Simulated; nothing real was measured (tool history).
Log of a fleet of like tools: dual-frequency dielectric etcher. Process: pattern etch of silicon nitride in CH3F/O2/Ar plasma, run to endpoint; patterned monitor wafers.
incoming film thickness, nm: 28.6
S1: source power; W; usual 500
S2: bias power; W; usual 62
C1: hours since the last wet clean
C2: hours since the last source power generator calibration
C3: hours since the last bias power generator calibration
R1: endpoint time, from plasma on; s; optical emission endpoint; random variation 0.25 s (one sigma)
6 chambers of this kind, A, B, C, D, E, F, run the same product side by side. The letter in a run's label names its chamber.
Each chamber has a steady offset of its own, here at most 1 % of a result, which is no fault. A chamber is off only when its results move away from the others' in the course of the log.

Run 1E, hour 5.7: usual settings; C1 32.2; C2 3229.8; C3 371.5. Result: R1 39.978 s.
Run 2D, hour 10.3: usual settings; C1 169.1; C2 453.8; C3 1196.7. Result: R1 40.155 s.
Run 3F, hour 18.3: usual settings; C1 72.8; C2 3118.3; C3 808.2. Result: R1 40.329 s.
At hour 24.4: chamber C: wet clean of the chamber.
Run 4B, hour 26.7: usual settings; C1 292.5; C2 1912.9; C3 4374.7. Result: R1 40.082 s.
Run 5C, hour 33.2: usual settings; C1 8.9; C2 3287.5; C3 197.6. Result: R1 39.805 s.
Run 6A, hour 41.1: usual settings; C1 312.5; C2 812.5; C3 1707.6. Result: R1 40.165 s.
Run 7A, hour 47.9: usual settings; C1 319.3; C2 819.3; C3 1714.4. Result: R1 39.738 s.
Run 8D, hour 54.9: usual settings; C1 213.7; C2 498.4; C3 1241.3. Result: R1 40.037 s.
Run 9F, hour 61.4: usual settings; C1 115.9; C2 3161.4; C3 851.3. Result: R1 40.053 s.
Run 10C, hour 65.6: usual settings; C1 41.3; C2 3319.9; C3 230. Result: R1 40.002 s.
Run 11B, hour 72.6: usual settings; C1 338.4; C2 1958.8; C3 4420.6. Result: R1 39.674 s.
Run 12E, hour 76.8: usual settings; C1 103.3; C2 3300.9; C3 442.6. Result: R1 39.96 s.
Run 13A, hour 80.7: usual settings; C1 352.1; C2 852.1; C3 1747.2. Result: R1 40.037 s.
Run 14C, hour 88.1: usual settings; C1 63.8; C2 3342.4; C3 252.5. Result: R1 40.22 s.
Run 15B, hour 93.1: usual settings; C1 358.9; C2 1979.3; C3 4441.1. Result: R1 39.882 s.
Run 16E, hour 97.1: usual settings; C1 123.6; C2 3321.2; C3 462.9. Result: R1 39.755 s.
Run 17F, hour 100.9: usual settings; C1 155.4; C2 3200.9; C3 890.8. Result: R1 40.013 s.
Run 18D, hour 107.9: usual settings; C1 266.7; C2 551.4; C3 1294.3. Result: R1 39.923 s.
Run 19E, hour 112: usual settings; C1 138.5; C2 3336.1; C3 477.8. Result: R1 40.059 s.
Run 20C, hour 119.5: usual settings but S1 570 W; C1 95.2; C2 3373.8; C3 283.9. Result: R1 37.773 s.
Run 21F, hour 127.6: usual settings but S1 570 W; C1 182.1; C2 3227.6; C3 917.5. Result: R1 37.857 s.
Run 22D, hour 131.6: usual settings but S1 570 W; C1 290.4; C2 575.1; C3 1318. Result: R1 38.231 s.
Run 23A, hour 136.6: usual settings but S1 570 W; C1 408; C2 908; C3 1803.1. Result: R1 37.961 s.
Run 24B, hour 143.6: usual settings but S1 570 W; C1 409.4; C2 2029.8; C3 4491.6. Result: R1 37.606 s.
Run 25A, hour 151.3: usual settings but S1 570 W; C1 422.7; C2 922.7; C3 1817.8. Result: R1 38.163 s.
Run 26E, hour 156.9: usual settings; C1 183.4; C2 3381; C3 522.7. Result: R1 39.791 s.
Run 27D, hour 163.2: usual settings; C1 322; C2 606.7; C3 1349.6. Result: R1 40.546 s.
Run 28C, hour 169.8: usual settings; C1 145.5; C2 3424.1; C3 334.2. Result: R1 39.633 s.
Run 29F, hour 175.5: usual settings; C1 230; C2 3275.5; C3 965.4. Result: R1 40.084 s.
Run 30B, hour 180.8: usual settings; C1 446.6; C2 2067; C3 4528.8. Result: R1 40.251 s.
Run 31E, hour 189.5: usual settings; C1 216; C2 3413.6; C3 555.3. Result: R1 39.748 s.
Run 32F, hour 195.2: usual settings; C1 249.7; C2 3295.2; C3 985.1. Result: R1 39.808 s.
Run 33B, hour 202.6: usual settings; C1 468.4; C2 2088.8; C3 4550.6. Result: R1 39.73 s.
Run 34D, hour 208: usual settings; C1 366.8; C2 651.5; C3 1394.4. Result: R1 40.164 s.
Run 35C, hour 216.2: usual settings but S1 580 W, S2 68 W; C1 191.9; C2 3470.5; C3 380.6. Result: R1 37.078 s.
Run 36A, hour 222.9: usual settings but S1 580 W, S2 68 W; C1 494.3; C2 994.3; C3 1889.4. Result: R1 36.917 s.

All 6 chambers run these settings next. Forecast each chamber's results:
Run 37A, hour 229.1: usual settings. Result: R1 ?.
Run 37B, hour 229.1: usual settings. Result: R1 ?.
Run 37C, hour 229.1: usual settings. Result: R1 ?.
Run 37D, hour 229.1: usual settings. Result: R1 ?.
Run 37E, hour 229.1: usual settings. Result: R1 ?.
Run 37F, hour 229.1: usual settings. Result: R1 ?.

run      R1
37A  40.132
37B  39.862
37C  39.949
37D  40.007
37E  40.048
37F  40.632
